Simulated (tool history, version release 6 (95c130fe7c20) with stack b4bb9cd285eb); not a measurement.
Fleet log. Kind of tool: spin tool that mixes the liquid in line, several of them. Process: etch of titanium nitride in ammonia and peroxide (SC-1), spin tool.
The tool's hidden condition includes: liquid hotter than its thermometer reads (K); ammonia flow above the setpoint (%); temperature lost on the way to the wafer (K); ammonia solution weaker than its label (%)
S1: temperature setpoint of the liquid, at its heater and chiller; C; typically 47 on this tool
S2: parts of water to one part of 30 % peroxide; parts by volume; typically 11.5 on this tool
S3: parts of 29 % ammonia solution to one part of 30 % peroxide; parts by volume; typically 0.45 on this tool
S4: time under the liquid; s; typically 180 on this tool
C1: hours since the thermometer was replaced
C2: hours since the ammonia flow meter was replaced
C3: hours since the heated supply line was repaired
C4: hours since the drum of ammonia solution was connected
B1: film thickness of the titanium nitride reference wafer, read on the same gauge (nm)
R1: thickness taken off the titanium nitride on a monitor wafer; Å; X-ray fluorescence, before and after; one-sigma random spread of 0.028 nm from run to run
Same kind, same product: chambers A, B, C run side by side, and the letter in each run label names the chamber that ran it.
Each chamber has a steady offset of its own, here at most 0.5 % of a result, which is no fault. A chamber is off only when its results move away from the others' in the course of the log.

run,hour,S1,S2,S3,S4,C1,C2,C3,C4,B1,R1
1A,11.5,47,11.5,0.45,180,583.0,816.8,612.0,630.6,50.040,45.234
2B,21.0,47,11.5,0.45,180,909.6,1420.3,1073.3,61.2,49.983,45.592
# hour 33.9: chamber A: ammonia flow meter replaced
3C,34.2,47,11.5,0.45,180,465.1,534.2,2149.3,405.2,49.982,44.927
4C,44.1,47,11.5,0.45,180,475.0,544.1,2159.2,415.1,50.023,44.519
5A,57.1,47,11.5,0.45,180,628.6,23.2,657.6,676.2,50.001,44.972
# hour 69.0: chamber A: new drum of ammonia solution connected
6B,70.9,47,11.5,0.45,180,959.5,1470.2,1123.2,111.1,49.973,44.940
7B,82.6,47,11.5,0.45,180,971.2,1481.9,1134.9,122.8,49.972,44.730
8C,89.0,40,11.5,0.30,180,519.9,589.0,2204.1,460.0,49.983,25.082
9A,96.2,40,11.5,0.30,180,667.7,62.3,696.7,27.2,49.972,25.218
10B,109.8,40,11.5,0.30,180,998.4,1509.1,1162.1,150.0,50.006,25.279
11A,117.3,47,11.5,0.40,180,688.8,83.4,717.8,48.3,49.983,44.638
12C,130.4,47,11.5,0.40,180,561.3,630.4,2245.5,501.4,49.976,43.965
13A,142.6,47,11.5,0.40,180,714.1,108.7,743.1,73.6,50.005,44.571
14C,148.8,47,11.5,0.45,180,579.7,648.8,2263.9,519.8,49.999,44.449
15B,157.9,47,11.5,0.45,180,1046.5,1557.2,1210.2,198.1,50.000,45.374
16C,166.8,47,11.5,0.45,180,597.7,666.8,2281.9,537.8,50.012,44.481
17A,175.1,47,11.5,0.45,180,746.6,141.2,775.6,106.1,49.988,46.127
18B,183.0,47,11.5,0.45,180,1071.6,1582.3,1235.3,223.2,49.975,44.933
19A,192.9,47,11.5,0.45,180,764.4,159.0,793.4,123.9,50.034,46.356
20C,200.7,47,11.5,0.45,180,631.6,700.7,2315.8,571.7,49.987,44.320
21B,214.4,47,11.5,0.50,180,1103.0,1613.7,1266.7,254.6,50.022,46.120
# hour 222.1: chamber B: ammonia flow meter replaced
22A,226.2,47,11.5,0.50,180,797.7,192.3,826.7,157.2,50.017,48.098
23B,233.6,47,11.5,0.50,180,1122.2,11.5,1285.9,273.8,49.994,46.300
24C,245.0,47,11.5,0.45,180,675.9,745.0,2360.1,616.0,50.020,44.510
25B,254.8,47,11.5,0.45,180,1143.4,32.7,1307.1,295.0,49.998,45.334
26C,265.8,47,11.5,0.45,180,696.7,765.8,2380.9,636.8,50.002,44.257
27A,275.8,47,11.5,0.45,180,847.3,241.9,876.3,206.8,50.004,47.052
28A,283.2,47,11.5,0.45,180,854.7,249.3,883.7,214.2,49.987,47.248

What goes on in this fleet: one chamber off, a drifting gauge, or nothing beyond the chambers' own small offsets? Name the chamber and the cause, if any.

It is chamber A that slowly wanders off from its peers.
Most likely cause: liquid hotter than its thermometer reads (K) = 0.698.

Chamber A could run next with any of the 4 candidate recipes listed below; each alters the usual settings, and their results appear as question marks. Which one brings its results back in line with what the other chambers deliver on the usual settings?
In line here means within this much of the mean the other chambers give on the usual settings: R1 0.980 Å
29A-1,293.4,47,11.0,0.45,180,,,,,,?
29A-2,293.4,47,12.0,0.45,180,,,,,,?
29A-3,293.4,47,11.5,0.45,190,,,,,,?
29A-4,293.4,47,11.5,0.45,170,,,,,,?

The mean the other chambers reach with the usual settings: R1 44.934 Å
run,R1
29A-1,48.488
29A-2,46.324
29A-3,50.005
29A-4,44.741
The right change is 29A-4: it brings the chamber back within the allowed miss of the others.

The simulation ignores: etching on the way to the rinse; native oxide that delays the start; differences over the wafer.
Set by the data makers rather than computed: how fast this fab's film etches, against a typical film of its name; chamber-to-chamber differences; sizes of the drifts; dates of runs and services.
